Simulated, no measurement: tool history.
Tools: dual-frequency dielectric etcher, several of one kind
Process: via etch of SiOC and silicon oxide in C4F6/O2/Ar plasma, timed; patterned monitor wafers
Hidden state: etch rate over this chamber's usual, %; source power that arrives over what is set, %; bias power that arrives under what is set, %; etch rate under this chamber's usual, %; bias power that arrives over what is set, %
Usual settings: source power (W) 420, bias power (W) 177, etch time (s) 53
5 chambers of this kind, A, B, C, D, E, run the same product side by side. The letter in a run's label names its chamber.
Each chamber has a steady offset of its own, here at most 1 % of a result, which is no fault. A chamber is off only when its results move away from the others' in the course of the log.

| run | hour | source power (W) | bias power (W) | etch time (s) | hours since the last wet clean | hours since the last source power generator calibration | hours since the last bias power generator calibration | read-back reference wafer on the same gauge, depth_nm | mean etch depth across the wafer (Å) |
|---|---|---|---|---|---|---|---|---|---|
|  | 7.0 | chamber E: source power generator calibrated |
| 1A | 13.4 | 420 | 177 | 53 | 187.9 | 218.6 | 2169.8 | 58.029 | 607.26 |
| 2D | 24.4 | 420 | 177 | 53 | 89.6 | 2344.9 | 1670.6 | 58.017 | 612.51 |
| 3C | 32.7 | 420 | 177 | 53 | 80.6 | 1339.4 | 1857.5 | 58.029 | 608.89 |
| 4B | 47.0 | 420 | 177 | 53 | 335.8 | 60.2 | 1258.8 | 58.038 | 604.25 |
| 5E | 61.9 | 370 | 148 | 53 | 376.6 | 54.9 | 791.0 | 58.045 | 542.77 |
| 6D | 68.4 | 370 | 148 | 53 | 133.6 | 2388.9 | 1714.6 | 58.061 | 551.44 |
| 7E | 78.4 | 370 | 148 | 53 | 393.1 | 71.4 | 807.5 | 58.069 | 542.59 |
| 8B | 87.6 | 370 | 148 | 53 | 376.4 | 100.8 | 1299.4 | 58.052 | 545.07 |
| 9A | 102.2 | 370 | 148 | 53 | 276.7 | 307.4 | 2258.6 | 58.081 | 545.65 |
| 10C | 114.8 | 420 | 177 | 53 | 162.7 | 1421.5 | 1939.6 | 58.097 | 608.92 |
| 11B | 121.7 | 420 | 177 | 53 | 410.5 | 134.9 | 1333.5 | 58.092 | 604.96 |
| 12A | 134.0 | 420 | 177 | 53 | 308.5 | 339.2 | 2290.4 | 58.113 | 607.99 |
|  | 146.4 | chamber E: wet clean of the chamber |
| 13E | 146.8 | 420 | 177 | 53 | 0.4 | 139.8 | 875.9 | 58.125 | 605.07 |
|  | 153.9 | chamber C: bias power generator calibrated |
| 14C | 160.6 | 420 | 177 | 53 | 208.5 | 1467.3 | 6.8 | 58.132 | 609.95 |
| 15D | 170.3 | 420 | 177 | 53 | 235.5 | 2490.8 | 1816.5 | 58.149 | 612.89 |
| 16B | 178.0 | 420 | 177 | 53 | 466.8 | 191.2 | 1389.8 | 58.150 | 604.48 |
| 17C | 188.5 | 420 | 177 | 53 | 236.4 | 1495.2 | 34.7 | 58.150 | 610.13 |
| 18E | 195.7 | 420 | 177 | 53 | 49.3 | 188.7 | 924.8 | 58.169 | 606.54 |
| 19A | 207.4 | 420 | 177 | 53 | 381.9 | 412.6 | 2363.8 | 58.148 | 607.86 |
| 20D | 216.7 | 420 | 177 | 53 | 281.9 | 2537.2 | 1862.9 | 58.177 | 613.99 |
| 21A | 225.8 | 360 | 151 | 53 | 400.3 | 431.0 | 2382.2 | 58.189 | 544.85 |
|  | 228.9 | chamber A: wet clean of the chamber |
| 22D | 236.0 | 360 | 151 | 53 | 301.2 | 2556.5 | 1882.2 | 58.191 | 549.06 |
| 23E | 244.0 | 360 | 151 | 53 | 97.6 | 237.0 | 973.1 | 58.205 | 541.65 |
| 24B | 251.3 | 360 | 151 | 53 | 540.1 | 264.5 | 1463.1 | 58.202 | 542.33 |
| 25C | 260.8 | 360 | 151 | 53 | 308.7 | 1567.5 | 107.0 | 58.208 | 546.37 |
| 26E | 269.6 | 420 | 177 | 53 | 123.2 | 262.6 | 998.7 | 58.209 | 606.14 |
| 27A | 283.2 | 420 | 177 | 53 | 54.4 | 488.4 | 2439.6 | 58.234 | 608.02 |
|  | 293.1 | chamber C: wet clean of the chamber |
| 28C | 294.6 | 420 | 177 | 53 | 1.6 | 1601.3 | 140.8 | 58.248 | 610.37 |
| 29B | 307.8 | 420 | 177 | 53 | 596.6 | 321.0 | 1519.6 | 58.255 | 607.18 |
| 30D | 318.7 | 420 | 177 | 53 | 383.9 | 2639.2 | 1964.9 | 58.254 | 614.52 |
| 31A | 326.4 | 420 | 177 | 53 | 97.6 | 531.6 | 2482.8 | 58.278 | 609.81 |
| 32E | 339.7 | 420 | 177 | 53 | 193.3 | 332.7 | 1068.8 | 58.277 | 606.77 |
| 33C | 350.2 | 420 | 177 | 53 | 57.2 | 1656.9 | 196.4 | 58.281 | 610.45 |

What goes on in this fleet: one chamber off, a drifting gauge, or nothing beyond the chambers' own small offsets? Name the chamber and the cause, if any.

The gauge drifts, so all chambers seem to drift together. No chamber is off.
Cause: gauge reads high (%) = 0.513.
